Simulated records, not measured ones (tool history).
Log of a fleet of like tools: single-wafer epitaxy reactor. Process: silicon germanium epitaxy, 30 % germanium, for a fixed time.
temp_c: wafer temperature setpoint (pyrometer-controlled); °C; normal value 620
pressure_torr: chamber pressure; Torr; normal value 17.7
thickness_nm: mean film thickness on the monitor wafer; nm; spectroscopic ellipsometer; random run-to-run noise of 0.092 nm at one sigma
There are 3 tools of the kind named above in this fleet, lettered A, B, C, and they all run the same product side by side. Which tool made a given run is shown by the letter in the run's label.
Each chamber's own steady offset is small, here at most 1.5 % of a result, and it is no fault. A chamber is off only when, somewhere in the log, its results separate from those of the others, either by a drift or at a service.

run	hour	temp_c	pressure_torr	hours since the last pyrometer calibration	hours since the last manometer calibration	read-back reference wafer on the same gauge, thickness_nm	thickness_nm
1B	13.7	620	17.7	852.4	411.7	67.529	79.45
2C	27.4	620	17.7	1630.1	1805.1	67.528	80.546
3A	35.4	620	17.7	2922	1028.1	67.521	79.645
4A	44.8	620	17.7	2931.4	1037.5	67.525	79.669
5C	53.2	620	17.7	1655.9	1830.9	67.54	80.404
6B	65.1	612	19.2	903.8	463.1	67.519	71.204
7C	72.5	612	19.2	1675.2	1850.2	67.534	72.284
8A	85	612	19.2	2971.6	1077.7	67.564	71.758
9B	94.7	620	17.7	933.4	492.7	67.546	79.391
10A	106.7	620	17.7	2993.3	1099.4	67.566	79.831
# hour 118: chamber A: capacitance manometer re-zeroed and calibrated
11C	119.4	620	17.7	1722.1	1897.1	67.559	80.52
12B	132.2	620	17.7	970.9	530.2	67.593	79.488
13C	145.2	620	17.7	1747.9	1922.9	67.599	80.537
14B	157.1	620	17.7	995.8	555.1	67.589	79.433
15A	169.6	620	17.7	3056.2	51.6	67.588	79.829
# hour 177.2: chamber A: pyrometer calibrated
16A	179	620	17.7	1.8	61	67.604	80.008
17B	192.4	620	17.7	1031.1	590.4	67.617	79.487
18C	203.9	620	17.7	1806.6	1981.6	67.654	80.493
19C	216.9	610	21	1819.6	1994.6	67.645	72.288
20A	231.5	610	21	54.3	113.5	67.638	71.856
21B	240.9	610	21	1079.6	638.9	67.644	71.525
22A	255.7	609	17.7	78.5	137.7	67.656	66.01
23B	267.5	609	17.7	1106.2	665.5	67.675	65.489
24C	276.9	609	17.7	1879.6	2054.6	67.678	66.344
25A	285.6	625	13.5	108.4	167.6	67.692	78.216
26B	296.9	625	13.5	1135.6	694.9	67.689	77.601
27C	306.5	625	13.5	1909.2	2084.2	67.692	79.247
# hour 314.7: chamber B: pyrometer calibrated
28C	320	620	17.7	1922.7	2097.7	67.716	80.698
29B	326.8	620	17.7	12.1	724.8	67.732	79.587
30A	335.4	620	17.7	158.2	217.4	67.72	79.969
31C	348.3	620	17.7	1951	2126	67.73	80.682
32B	355.3	620	17.7	40.6	753.3	67.724	79.864
33A	365.1	620	17.7	187.9	247.1	67.73	80.184
34B	378.3	620	14.9	63.6	776.3	67.734	74.159
35A	390.2	620	14.9	213	272.2	67.737	74.617
36C	399.7	620	14.9	2002.4	2177.4	67.734	75.385
37A	408.2	620	17.7	231	290.2	67.745	80.255
38B	422.7	620	17.7	108	820.7	67.776	79.671
39C	431.7	620	17.7	2034.4	2209.4	67.753	80.72
40C	441.9	620	17.7	2044.6	2219.6	67.778	80.675
41B	457.4	620	17.7	142.7	855.4	67.798	79.83
42A	465.3	620	17.7	288.1	347.3	67.79	80.116
43C	472.8	620	17.7	2075.5	2250.5	67.786	80.583
44A	486.6	620	17.7	309.4	368.6	67.816	80.173

Is one chamber out of step, is the gauge drifting, or do the chambers differ by no more than their own small offsets? For an off chamber, give its letter and the likeliest cause.

The shared gauge is drifting. All chambers look as if they move in step, but none is off.
Likeliest cause: gauge reads high (%) = 0.467.
